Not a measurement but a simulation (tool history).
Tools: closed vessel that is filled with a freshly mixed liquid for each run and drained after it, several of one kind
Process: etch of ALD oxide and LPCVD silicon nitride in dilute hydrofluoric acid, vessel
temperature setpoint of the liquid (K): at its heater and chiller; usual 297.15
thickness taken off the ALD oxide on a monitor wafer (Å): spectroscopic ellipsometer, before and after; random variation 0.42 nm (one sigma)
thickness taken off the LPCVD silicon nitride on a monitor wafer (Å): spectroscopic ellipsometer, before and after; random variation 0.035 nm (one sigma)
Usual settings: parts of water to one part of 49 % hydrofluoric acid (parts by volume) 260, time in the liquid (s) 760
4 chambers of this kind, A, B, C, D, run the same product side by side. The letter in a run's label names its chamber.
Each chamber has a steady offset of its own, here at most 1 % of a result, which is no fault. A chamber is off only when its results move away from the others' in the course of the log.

| run | hour | temperature setpoint of the liquid (K) | parts of water to one part of 49 % hydrofluoric acid (parts by volume) | time in the liquid (s) | read-back film thickness of the ALD oxide reference wafer, read on the same gauge (nm) | read-back film thickness of the LPCVD silicon nitride reference wafer, read on the same gauge (nm) | thickness taken off the ALD oxide on a monitor wafer (Å) | thickness taken off the LPCVD silicon nitride on a monitor wafer (Å) |
|---|---|---|---|---|---|---|---|---|
| 1A | 5.0 | 297.15 | 260 | 760 | 140.01 | 90.013 | 497.60 | 14.639 |
| 2D | 9.0 | 297.15 | 260 | 760 | 140.01 | 89.997 | 505.58 | 14.850 |
| 3B | 15.3 | 297.15 | 260 | 760 | 139.99 | 90.010 | 501.73 | 15.134 |
| 4C | 19.1 | 297.15 | 260 | 760 | 139.99 | 90.005 | 499.67 | 14.820 |
| 5B | 22.3 | 297.15 | 205 | 760 | 140.01 | 90.025 | 665.91 | 19.908 |
| 6C | 27.0 | 297.15 | 205 | 760 | 140.01 | 89.997 | 666.26 | 19.029 |
| 7A | 32.9 | 297.15 | 205 | 760 | 140.02 | 90.019 | 673.05 | 19.239 |
| 8D | 37.0 | 297.15 | 205 | 760 | 139.99 | 89.998 | 682.12 | 18.610 |
| 9D | 40.8 | 297.15 | 260 | 760 | 139.99 | 89.990 | 500.88 | 15.042 |
| 10A | 46.6 | 297.15 | 260 | 760 | 140.01 | 90.002 | 492.89 | 15.274 |
| 11C | 51.4 | 297.15 | 260 | 760 | 139.99 | 90.004 | 495.34 | 15.009 |
| 12B | 57.0 | 297.15 | 260 | 760 | 140.02 | 89.990 | 490.36 | 14.706 |
| 13C | 61.4 | 297.15 | 260 | 760 | 140.02 | 90.005 | 497.90 | 15.480 |
| 14A | 65.9 | 297.15 | 260 | 760 | 139.97 | 89.982 | 495.18 | 14.214 |
| 15D | 69.1 | 297.15 | 260 | 760 | 140.02 | 89.983 | 496.74 | 15.267 |
| 16B | 74.2 | 297.15 | 260 | 760 | 140.01 | 90.015 | 484.57 | 14.680 |
| 17B | 76.9 | 297.15 | 260 | 760 | 140.01 | 89.980 | 487.09 | 14.751 |
| 18C | 83.1 | 297.15 | 260 | 760 | 140.02 | 90.019 | 492.96 | 15.227 |
| 19A | 87.9 | 297.15 | 260 | 760 | 140.00 | 90.011 | 496.81 | 13.875 |
| 20D | 93.9 | 297.15 | 260 | 760 | 140.00 | 89.954 | 503.82 | 14.915 |
| 21C | 98.9 | 297.15 | 260 | 1155 | 140.00 | 89.990 | 758.91 | 22.447 |
| 22B | 103.9 | 297.15 | 260 | 1155 | 140.00 | 89.997 | 717.38 | 22.122 |
| 23A | 106.8 | 297.15 | 260 | 1155 | 140.00 | 89.998 | 746.02 | 22.790 |
| 24D | 112.4 | 297.15 | 260 | 1155 | 140.01 | 89.954 | 759.67 | 22.648 |
| 25C | 117.5 | 297.15 | 260 | 760 | 140.01 | 89.991 | 493.54 | 14.927 |
|  | 118.2 | chamber A: hydrofluoric acid flow meter replaced |
| 26A | 123.7 | 293.65 | 260 | 760 | 140.01 | 89.998 | 431.76 | 12.072 |
| 27B | 126.7 | 293.65 | 260 | 760 | 140.01 | 90.013 | 415.85 | 11.870 |
| 28D | 129.5 | 293.65 | 260 | 760 | 140.02 | 89.985 | 440.76 | 11.632 |
| 29D | 132.7 | 293.65 | 260 | 760 | 140.01 | 90.002 | 438.71 | 12.109 |
| 30B | 138.4 | 297.15 | 260 | 760 | 139.99 | 89.940 | 466.01 | 13.944 |
| 31C | 144.1 | 297.15 | 260 | 760 | 139.98 | 89.999 | 493.82 | 14.974 |
| 32A | 147.4 | 297.15 | 260 | 760 | 139.98 | 89.978 | 492.40 | 14.245 |
|  | 151.6 | chamber B: thermometer replaced |
| 33D | 153.5 | 297.15 | 260 | 760 | 140.01 | 89.969 | 503.73 | 14.735 |
| 34A | 156.9 | 297.15 | 260 | 760 | 139.99 | 89.973 | 499.52 | 14.463 |
|  | 157.5 | chamber C: hydrofluoric acid flow meter replaced |
| 35B | 160.1 | 297.15 | 260 | 760 | 140.00 | 89.988 | 455.99 | 14.007 |
| 36C | 163.8 | 297.15 | 260 | 760 | 140.01 | 89.990 | 497.80 | 15.171 |
| 37C | 170.0 | 297.15 | 260 | 760 | 140.02 | 90.018 | 495.56 | 15.191 |
| 38A | 174.3 | 297.15 | 260 | 760 | 140.01 | 89.992 | 490.15 | 14.918 |
| 39B | 180.2 | 297.15 | 260 | 760 | 140.02 | 90.021 | 451.24 | 13.815 |

Is one chamber off against the others, does the gauge drift, or is nothing wrong? If a chamber is off, say which, and what the likeliest cause is.

Chamber B drifts away from the others.
Cause: hydrofluoric acid flow below the setpoint (%) = 8.32.

Here are 4 candidates for chamber B's next run, each the usual settings with a change, their results left as question marks. Which one brings its results back in line with what the others give on the usual settings?
In line means no further than this from the other chambers' mean on the usual settings: thickness taken off the ALD oxide on a monitor wafer (Å) 15.00; thickness taken off the LPCVD silicon nitride on a monitor wafer (Å) 1.200
| 40B-1 | 184.6 | 297.15 | 270 | 755 |  |  | ? | ? |
| 40B-2 | 184.6 | 297.65 | 280 | 745 |  |  | ? | ? |
| 40B-3 | 184.6 | 296.65 | 240 | 780 |  |  | ? | ? |
| 40B-4 | 184.6 | 297.15 | 250 | 765 |  |  | ? | ? |

The other chambers' mean on the usual settings: thickness taken off the ALD oxide on a monitor wafer (Å) 496.06; thickness taken off the LPCVD silicon nitride on a monitor wafer (Å) 14.914
| run | thickness taken off the ALD oxide on a monitor wafer (Å) | thickness taken off the LPCVD silicon nitride on a monitor wafer (Å) |
|---|---|---|
| 40B-1 | 419.74 | 13.310 |
| 40B-2 | 401.92 | 13.061 |
| 40B-3 | 496.03 | 14.998 |
| 40B-4 | 470.04 | 14.571 |
40B-3 brings the chamber back in line.
